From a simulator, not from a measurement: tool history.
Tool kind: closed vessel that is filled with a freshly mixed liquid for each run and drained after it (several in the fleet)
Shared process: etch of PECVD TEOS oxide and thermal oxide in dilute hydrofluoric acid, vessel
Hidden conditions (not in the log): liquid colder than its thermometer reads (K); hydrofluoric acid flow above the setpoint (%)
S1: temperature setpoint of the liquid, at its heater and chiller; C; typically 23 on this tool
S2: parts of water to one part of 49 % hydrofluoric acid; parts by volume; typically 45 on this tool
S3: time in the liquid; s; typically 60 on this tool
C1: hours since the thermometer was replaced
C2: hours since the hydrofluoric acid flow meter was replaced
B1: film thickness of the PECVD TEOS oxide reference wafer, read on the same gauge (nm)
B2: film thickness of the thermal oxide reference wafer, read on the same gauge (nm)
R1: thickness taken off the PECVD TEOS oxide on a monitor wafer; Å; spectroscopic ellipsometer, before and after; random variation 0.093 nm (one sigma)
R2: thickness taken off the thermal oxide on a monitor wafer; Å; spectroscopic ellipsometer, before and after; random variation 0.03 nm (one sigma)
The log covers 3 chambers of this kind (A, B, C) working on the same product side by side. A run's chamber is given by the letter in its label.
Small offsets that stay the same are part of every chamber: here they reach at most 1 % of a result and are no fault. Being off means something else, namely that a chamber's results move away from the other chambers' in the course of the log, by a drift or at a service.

Run 1B, day 0.479: usual settings; C1 108.3; C2 200.5; B1 109.98; B2 50.013. Result: R1 116.520 Å, R2 64.566 Å.
Run 2C, day 0.871: usual settings; C1 1603.5; C2 1037.1; B1 110.02; B2 50.003. Result: R1 116.540 Å, R2 64.743 Å.
Run 3A, day 1.112: usual settings; C1 396.8; C2 1401.2; B1 110.05; B2 50.011. Result: R1 118.630 Å, R2 65.044 Å.
Run 4B, day 1.542: usual settings; C1 133.8; C2 226.0; B1 110.00; B2 50.009. Result: R1 115.840 Å, R2 64.619 Å.
Run 5A, day 1.888: usual settings; C1 415.4; C2 1419.8; B1 110.03; B2 49.996. Result: R1 117.840 Å, R2 65.308 Å.
Run 6C, day 2.096: usual settings; C1 1632.9; C2 1066.5; B1 110.05; B2 49.994. Result: R1 116.090 Å, R2 64.871 Å.
Run 7A, day 2.438: usual settings; C1 428.6; C2 1433.0; B1 110.00; B2 50.005. Result: R1 118.630 Å, R2 65.139 Å.
Run 8C, day 2.750: usual settings; C1 1648.6; C2 1082.2; B1 110.04; B2 49.996. Result: R1 117.360 Å, R2 63.912 Å.
At day 3.038: chamber C: thermometer replaced.
Run 9B, day 3.088: usual settings; C1 170.9; C2 263.1; B1 110.00; B2 50.000. Result: R1 116.190 Å, R2 64.786 Å.
Run 10B, day 3.567: usual settings but S1 18 C; C1 182.4; C2 274.6; B1 110.02; B2 49.979. Result: R1 94.378 Å, R2 52.227 Å.
Run 11C, day 4.033: usual settings but S1 18 C; C1 24.0; C2 1113.0; B1 109.99; B2 49.972. Result: R1 93.524 Å, R2 51.820 Å.
Run 12A, day 4.312: usual settings but S1 18 C; C1 473.6; C2 1478.0; B1 109.99; B2 50.005. Result: R1 94.016 Å, R2 52.851 Å.
Run 13A, day 4.796: usual settings; C1 485.2; C2 1489.6; B1 110.02; B2 50.030. Result: R1 117.560 Å, R2 64.858 Å.
Run 14C, day 5.096: usual settings; C1 49.5; C2 1138.5; B1 109.98; B2 49.970. Result: R1 117.340 Å, R2 65.094 Å.
Run 15B, day 5.442: usual settings but S2 35 parts by volume, S3 30 s; C1 227.4; C2 319.6; B1 110.04; B2 49.985. Result: R1 76.452 Å, R2 42.356 Å.
At day 5.675: chamber C: hydrofluoric acid flow meter replaced.
Run 16A, day 5.850: usual settings but S2 35 parts by volume, S3 30 s; C1 510.5; C2 1514.9; B1 109.99; B2 50.007. Result: R1 76.377 Å, R2 42.315 Å.
Run 17B, day 6.246: usual settings but S2 35 parts by volume, S3 30 s; C1 246.7; C2 338.9; B1 110.01; B2 49.972. Result: R1 76.760 Å, R2 41.979 Å.
Run 18C, day 6.579: usual settings; C1 85.1; C2 21.7; B1 110.03; B2 49.996. Result: R1 117.390 Å, R2 65.119 Å.
Run 19A, day 6.821: usual settings; C1 533.8; C2 1538.2; B1 110.02; B2 49.999. Result: R1 116.040 Å, R2 64.795 Å.
Run 20C, day 7.183: usual settings; C1 99.6; C2 36.2; B1 109.96; B2 50.006. Result: R1 118.050 Å, R2 64.365 Å.
Run 21B, day 7.625: usual settings; C1 279.8; C2 372.0; B1 109.99; B2 50.022. Result: R1 118.690 Å, R2 65.007 Å.
Run 22A, day 8.067: usual settings; C1 563.7; C2 1568.1; B1 109.98; B2 49.974. Result: R1 116.420 Å, R2 64.998 Å.
Run 23C, day 8.467: usual settings; C1 130.4; C2 67.0; B1 109.98; B2 50.015. Result: R1 114.800 Å, R2 64.712 Å.
Run 24B, day 8.750: usual settings; C1 306.8; C2 399.0; B1 109.97; B2 50.019. Result: R1 116.750 Å, R2 64.510 Å.
Run 25A, day 9.008: usual settings; C1 586.3; C2 1590.7; B1 110.00; B2 50.004. Result: R1 117.410 Å, R2 65.153 Å.
Run 26C, day 9.433: usual settings; C1 153.6; C2 90.2; B1 110.03; B2 50.029. Result: R1 118.050 Å, R2 65.082 Å.
Run 27B, day 9.800: usual settings; C1 332.0; C2 424.2; B1 110.01; B2 49.981. Result: R1 115.100 Å, R2 64.824 Å.
Run 28C, day 10.021: usual settings; C1 167.7; C2 104.3; B1 110.05; B2 50.003. Result: R1 114.700 Å, R2 64.789 Å.
Run 29B, day 10.475: usual settings; C1 348.2; C2 440.4; B1 110.05; B2 50.008. Result: R1 115.500 Å, R2 64.192 Å.
Run 30A, day 10.754: usual settings; C1 628.2; C2 1632.6; B1 109.98; B2 49.961. Result: R1 115.950 Å, R2 64.562 Å.
Run 31A, day 10.975: usual settings; C1 633.5; C2 1637.9; B1 109.99; B2 50.008. Result: R1 116.700 Å, R2 65.351 Å.
Run 32C, day 11.388: usual settings; C1 200.5; C2 137.1; B1 110.01; B2 49.992. Result: R1 117.670 Å, R2 64.607 Å.
Run 33B, day 11.721: usual settings; C1 378.1; C2 470.3; B1 110.01; B2 50.013. Result: R1 117.080 Å, R2 64.991 Å.
Run 34C, day 11.971: usual settings; C1 214.5; C2 151.1; B1 109.97; B2 50.006. Result: R1 116.460 Å, R2 64.077 Å.
Run 35B, day 12.442: usual settings; C1 395.4; C2 487.6; B1 110.01; B2 50.002. Result: R1 115.990 Å, R2 64.274 Å.
Run 36A, day 12.708: usual settings; C1 675.1; C2 1679.5; B1 110.01; B2 49.995. Result: R1 118.350 Å, R2 64.491 Å.
Run 37B, day 12.929: usual settings; C1 407.1; C2 499.3; B1 109.97; B2 50.016. Result: R1 116.160 Å, R2 64.319 Å.
Run 38A, day 13.275: usual settings but S1 19 C; C1 688.7; C2 1693.1; B1 109.96; B2 49.997. Result: R1 98.161 Å, R2 54.777 Å.

Does one chamber stand apart from the rest, does the shared gauge drift, or is all well apart from small per-chamber offsets? Give the chamber and the most likely cause, where there is one.

Nothing is wrong: each chamber keeps only its own small, steady offset and the gauge holds still.
